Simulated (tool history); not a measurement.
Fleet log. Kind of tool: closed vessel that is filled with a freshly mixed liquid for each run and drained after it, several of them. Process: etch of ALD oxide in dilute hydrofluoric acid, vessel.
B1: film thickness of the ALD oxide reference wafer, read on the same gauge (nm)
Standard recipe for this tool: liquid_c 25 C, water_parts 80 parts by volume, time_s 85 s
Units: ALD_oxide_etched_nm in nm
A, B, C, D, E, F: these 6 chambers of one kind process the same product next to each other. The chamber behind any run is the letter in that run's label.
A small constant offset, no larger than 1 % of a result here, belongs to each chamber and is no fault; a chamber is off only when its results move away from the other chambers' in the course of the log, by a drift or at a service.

run 1A hour=7.7 | liquid_c=25 water_parts=80 time_s=85 | B1=130 | ALD_oxide_etched_nm=16.782
run 2C hour=18.5 | liquid_c=25 water_parts=80 time_s=85 | B1=130 | ALD_oxide_etched_nm=16.562
run 3B hour=26.5 | liquid_c=25 water_parts=80 time_s=85 | B1=130 | ALD_oxide_etched_nm=16.679
run 4E hour=37.2 | liquid_c=25 water_parts=80 time_s=85 | B1=130.01 | ALD_oxide_etched_nm=16.446
run 5F hour=43.8 | liquid_c=25 water_parts=80 time_s=85 | B1=130.03 | ALD_oxide_etched_nm=16.592
run 6D hour=57.9 | liquid_c=25 water_parts=80 time_s=85 | B1=129.99 | ALD_oxide_etched_nm=16.555
run 7E hour=67.2 | liquid_c=25 water_parts=80 time_s=130 | B1=130.02 | ALD_oxide_etched_nm=25.542
run 8A hour=78.1 | liquid_c=25 water_parts=80 time_s=130 | B1=129.99 | ALD_oxide_etched_nm=25.4
run 9B hour=90.2 | liquid_c=25 water_parts=80 time_s=130 | B1=129.96 | ALD_oxide_etched_nm=25.496
run 10D hour=97.6 | liquid_c=25 water_parts=80 time_s=130 | B1=129.98 | ALD_oxide_etched_nm=25.087
run 11F hour=108.9 | liquid_c=25 water_parts=80 time_s=130 | B1=129.98 | ALD_oxide_etched_nm=25.201
run 12C hour=122.5 | liquid_c=25 water_parts=80 time_s=130 | B1=130 | ALD_oxide_etched_nm=25.37
run 13E hour=133.7 | liquid_c=25 water_parts=80 time_s=85 | B1=129.97 | ALD_oxide_etched_nm=16.563
run 14C hour=147.6 | liquid_c=25 water_parts=80 time_s=85 | B1=129.98 | ALD_oxide_etched_nm=16.644
run 15D hour=158.2 | liquid_c=25 water_parts=80 time_s=85 | B1=129.99 | ALD_oxide_etched_nm=16.672
run 16B hour=172.5 | liquid_c=25 water_parts=80 time_s=105 | B1=130 | ALD_oxide_etched_nm=20.674
run 17F hour=183 | liquid_c=25 water_parts=80 time_s=105 | B1=130.04 | ALD_oxide_etched_nm=20.747
run 18A hour=196.6 | liquid_c=25 water_parts=80 time_s=105 | B1=129.98 | ALD_oxide_etched_nm=20.525
run 19A hour=209 | liquid_c=25 water_parts=80 time_s=105 | B1=130.01 | ALD_oxide_etched_nm=20.673
run 20C hour=223.5 | liquid_c=25 water_parts=80 time_s=105 | B1=130.04 | ALD_oxide_etched_nm=20.747
run 21D hour=235.1 | liquid_c=25 water_parts=80 time_s=105 | B1=129.99 | ALD_oxide_etched_nm=20.494
run 22B hour=241.4 | liquid_c=25 water_parts=80 time_s=85 | B1=130.01 | ALD_oxide_etched_nm=16.766
run 23E hour=248.1 | liquid_c=25 water_parts=80 time_s=85 | B1=129.99 | ALD_oxide_etched_nm=16.539
run 24F hour=262 | liquid_c=25 water_parts=80 time_s=85 | B1=129.97 | ALD_oxide_etched_nm=16.706
-- hour=262.8 chamber E: hydrofluoric acid flow meter replaced
run 25E hour=273.4 | liquid_c=25 water_parts=80 time_s=85 | B1=129.99 | ALD_oxide_etched_nm=16.521
run 26C hour=280.6 | liquid_c=25 water_parts=80 time_s=85 | B1=130.04 | ALD_oxide_etched_nm=16.407
run 27F hour=287.8 | liquid_c=25 water_parts=80 time_s=85 | B1=130.01 | ALD_oxide_etched_nm=16.519
run 28A hour=294.3 | liquid_c=25 water_parts=80 time_s=85 | B1=129.99 | ALD_oxide_etched_nm=16.861
run 29B hour=302.9 | liquid_c=25 water_parts=80 time_s=85 | B1=129.97 | ALD_oxide_etched_nm=16.947
-- hour=304 chamber D: thermometer replaced
run 30D hour=310 | liquid_c=25 water_parts=45 time_s=85 | B1=129.94 | ALD_oxide_etched_nm=30.018
run 31B hour=319.3 | liquid_c=25 water_parts=45 time_s=85 | B1=130.02 | ALD_oxide_etched_nm=31.965
run 32E hour=330.7 | liquid_c=25 water_parts=45 time_s=85 | B1=129.98 | ALD_oxide_etched_nm=31.01
run 33F hour=337.4 | liquid_c=25 water_parts=45 time_s=85 | B1=130.01 | ALD_oxide_etched_nm=30.203
-- hour=338.1 chamber C: hydrofluoric acid flow meter replaced
run 34C hour=343.8 | liquid_c=25 water_parts=45 time_s=85 | B1=130.01 | ALD_oxide_etched_nm=31.038
run 35D hour=354.3 | liquid_c=25 water_parts=45 time_s=85 | B1=130.01 | ALD_oxide_etched_nm=30.598
run 36A hour=366 | liquid_c=25 water_parts=80 time_s=85 | B1=129.99 | ALD_oxide_etched_nm=16.978

All 6 chambers run these settings next. Forecast each chamber's results:
run 37A hour=376.5 | liquid_c=25 water_parts=55 time_s=85 | ALD_oxide_etched_nm=?
run 37B hour=376.5 | liquid_c=25 water_parts=55 time_s=85 | ALD_oxide_etched_nm=?
run 37C hour=376.5 | liquid_c=25 water_parts=55 time_s=85 | ALD_oxide_etched_nm=?
run 37D hour=376.5 | liquid_c=25 water_parts=55 time_s=85 | ALD_oxide_etched_nm=?
run 37E hour=376.5 | liquid_c=25 water_parts=55 time_s=85 | ALD_oxide_etched_nm=?
run 37F hour=376.5 | liquid_c=25 water_parts=55 time_s=85 | ALD_oxide_etched_nm=?

run=37A ALD_oxide_etched_nm=25.416
run=37B ALD_oxide_etched_nm=26.007
run=37C ALD_oxide_etched_nm=25.2
run=37D ALD_oxide_etched_nm=24.512
run=37E ALD_oxide_etched_nm=24.879
run=37F ALD_oxide_etched_nm=24.798
